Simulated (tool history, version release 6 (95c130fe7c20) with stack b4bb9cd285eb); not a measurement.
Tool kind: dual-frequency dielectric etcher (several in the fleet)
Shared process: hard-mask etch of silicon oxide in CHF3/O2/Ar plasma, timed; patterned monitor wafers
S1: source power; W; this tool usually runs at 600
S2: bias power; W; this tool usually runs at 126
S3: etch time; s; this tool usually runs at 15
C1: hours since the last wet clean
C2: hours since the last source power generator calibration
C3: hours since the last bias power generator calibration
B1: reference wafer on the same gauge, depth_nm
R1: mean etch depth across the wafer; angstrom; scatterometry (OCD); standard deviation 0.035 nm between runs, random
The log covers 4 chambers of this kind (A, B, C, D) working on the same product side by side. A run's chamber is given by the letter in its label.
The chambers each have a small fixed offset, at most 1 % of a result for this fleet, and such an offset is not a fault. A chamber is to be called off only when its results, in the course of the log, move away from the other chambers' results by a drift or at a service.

run 1D day=0.125 | S1=600 S2=126 S3=15 | C1=408.4 C2=74.2 C3=869 | B1=24.5 | R1=264.96
run 2A day=0.208 | S1=600 S2=126 S3=15 | C1=44.7 C2=96.1 C3=2163.3 | B1=24.49 | R1=263.04
run 3C day=0.35 | S1=600 S2=126 S3=15 | C1=20.5 C2=2728.4 C3=2393.5 | B1=24.492 | R1=263.71
run 4B day=0.5 | S1=600 S2=126 S3=15 | C1=368.4 C2=40 C3=1774.1 | B1=24.49 | R1=265.92
run 5D day=0.683 | S1=600 S2=126 S3=15 | C1=421.8 C2=87.6 C3=882.4 | B1=24.486 | R1=265.13
run 6C day=0.767 | S1=600 S2=126 S3=15 | C1=30.5 C2=2738.4 C3=2403.5 | B1=24.489 | R1=264.42
run 7B day=0.946 | S1=600 S2=126 S3=15 | C1=379.1 C2=50.7 C3=1784.8 | B1=24.481 | R1=265.79
run 8A day=1.075 | S1=600 S2=126 S3=15 | C1=65.5 C2=116.9 C3=2184.1 | B1=24.471 | R1=263.63
run 9A day=1.158 | S1=600 S2=126 S3=15 | C1=67.5 C2=118.9 C3=2186.1 | B1=24.477 | R1=263.05
-- day=1.292 chamber C: source power generator calibrated
run 10D day=1.304 | S1=600 S2=126 S3=15 | C1=436.7 C2=102.5 C3=897.3 | B1=24.468 | R1=265.15
run 11C day=1.454 | S1=600 S2=126 S3=15 | C1=47 C2=4 C3=2420 | B1=24.471 | R1=263.96
run 12B day=1.592 | S1=600 S2=126 S3=15 | C1=394.6 C2=66.2 C3=1800.3 | B1=24.47 | R1=265.12
run 13D day=1.725 | S1=600 S2=126 S3=15 | C1=446.8 C2=112.6 C3=907.4 | B1=24.456 | R1=264.66
-- day=1.738 chamber D: wet clean of the chamber
run 14A day=1.842 | S1=460 S2=126 S3=12 | C1=83.9 C2=135.3 C3=2202.5 | B1=24.465 | R1=189.85
run 15B day=2.021 | S1=460 S2=126 S3=12 | C1=404.9 C2=76.5 C3=1810.6 | B1=24.453 | R1=191.6
run 16C day=2.104 | S1=460 S2=126 S3=12 | C1=62.6 C2=19.6 C3=2435.6 | B1=24.46 | R1=190.39
run 17D day=2.267 | S1=460 S2=126 S3=12 | C1=12.7 C2=125.6 C3=920.4 | B1=24.455 | R1=191.74
run 18B day=2.392 | S1=600 S2=126 S3=15 | C1=413.8 C2=85.4 C3=1819.5 | B1=24.454 | R1=265.57
run 19A day=2.55 | S1=600 S2=150 S3=15 | C1=100.9 C2=152.3 C3=2219.5 | B1=24.455 | R1=277.29
run 20C day=2.688 | S1=600 S2=150 S3=15 | C1=76.6 C2=33.6 C3=2449.6 | B1=24.443 | R1=278.96
run 21B day=2.8 | S1=600 S2=150 S3=15 | C1=423.6 C2=95.2 C3=1829.3 | B1=24.435 | R1=281.03
run 22D day=2.95 | S1=600 S2=150 S3=15 | C1=29.1 C2=142 C3=936.8 | B1=24.435 | R1=280.01
run 23A day=3.117 | S1=600 S2=126 S3=15 | C1=114.5 C2=165.9 C3=2233.1 | B1=24.428 | R1=262.74
run 24C day=3.225 | S1=600 S2=126 S3=15 | C1=89.5 C2=46.5 C3=2462.5 | B1=24.435 | R1=263.74
run 25A day=3.371 | S1=600 S2=126 S3=15 | C1=120.6 C2=172 C3=2239.2 | B1=24.426 | R1=262.27
run 26D day=3.533 | S1=600 S2=126 S3=15 | C1=43.1 C2=156 C3=950.8 | B1=24.42 | R1=264.56
run 27C day=3.617 | S1=600 S2=126 S3=15 | C1=98.9 C2=55.9 C3=2471.9 | B1=24.43 | R1=264.03
run 28B day=3.725 | S1=600 S2=126 S3=15 | C1=445.8 C2=117.4 C3=1851.5 | B1=24.421 | R1=265.58
run 29D day=3.879 | S1=600 S2=126 S3=15 | C1=51.4 C2=164.3 C3=959.1 | B1=24.418 | R1=264.58
run 30C day=3.983 | S1=600 S2=126 S3=15 | C1=107.7 C2=64.7 C3=2480.7 | B1=24.409 | R1=263.8
run 31A day=4.121 | S1=600 S2=126 S3=15 | C1=138.6 C2=190 C3=2257.2 | B1=24.412 | R1=263.05
run 32B day=4.279 | S1=600 S2=126 S3=15 | C1=459.1 C2=130.7 C3=1864.8 | B1=24.408 | R1=264.57
run 33A day=4.383 | S1=600 S2=126 S3=15 | C1=144.9 C2=196.3 C3=2263.5 | B1=24.416 | R1=262.13
run 34D day=4.567 | S1=660 S2=149 S3=15 | C1=67.9 C2=180.8 C3=975.6 | B1=24.4 | R1=289.14
run 35C day=4.742 | S1=660 S2=149 S3=15 | C1=125.9 C2=82.9 C3=2498.9 | B1=24.393 | R1=287.96
run 36B day=4.883 | S1=660 S2=149 S3=15 | C1=473.6 C2=145.2 C3=1879.3 | B1=24.393 | R1=289.38
run 37C day=5.058 | S1=660 S2=149 S3=15 | C1=133.5 C2=90.5 C3=2506.5 | B1=24.393 | R1=287.73
run 38B day=5.233 | S1=600 S2=126 S3=15 | C1=482 C2=153.6 C3=1887.7 | B1=24.384 | R1=265.05
run 39D day=5.396 | S1=600 S2=126 S3=15 | C1=87.8 C2=200.7 C3=995.5 | B1=24.382 | R1=264.32
run 40A day=5.533 | S1=600 S2=126 S3=15 | C1=172.5 C2=223.9 C3=2291.1 | B1=24.388 | R1=262.02
run 41C day=5.704 | S1=600 S2=126 S3=15 | C1=149 C2=106 C3=2522 | B1=24.372 | R1=263.02
run 42B day=5.833 | S1=600 S2=126 S3=15 | C1=496.4 C2=168 C3=1902.1 | B1=24.377 | R1=264.84
run 43A day=5.979 | S1=600 S2=126 S3=15 | C1=183.2 C2=234.6 C3=2301.8 | B1=24.37 | R1=261.99
run 44D day=6.129 | S1=600 S2=126 S3=15 | C1=105.4 C2=218.3 C3=1013.1 | B1=24.368 | R1=264.32

For the next run the whole fleet of 4 chambers uses the same settings. Give each chamber's results:
run 45A day=6.262 | S1=600 S2=126 S3=15 | R1=?
run 45B day=6.262 | S1=600 S2=126 S3=15 | R1=?
run 45C day=6.262 | S1=600 S2=126 S3=15 | R1=?
run 45D day=6.262 | S1=600 S2=126 S3=15 | R1=?

run=45A R1=262.26
run=45B R1=264.16
run=45C R1=262.99
run=45D R1=263.87

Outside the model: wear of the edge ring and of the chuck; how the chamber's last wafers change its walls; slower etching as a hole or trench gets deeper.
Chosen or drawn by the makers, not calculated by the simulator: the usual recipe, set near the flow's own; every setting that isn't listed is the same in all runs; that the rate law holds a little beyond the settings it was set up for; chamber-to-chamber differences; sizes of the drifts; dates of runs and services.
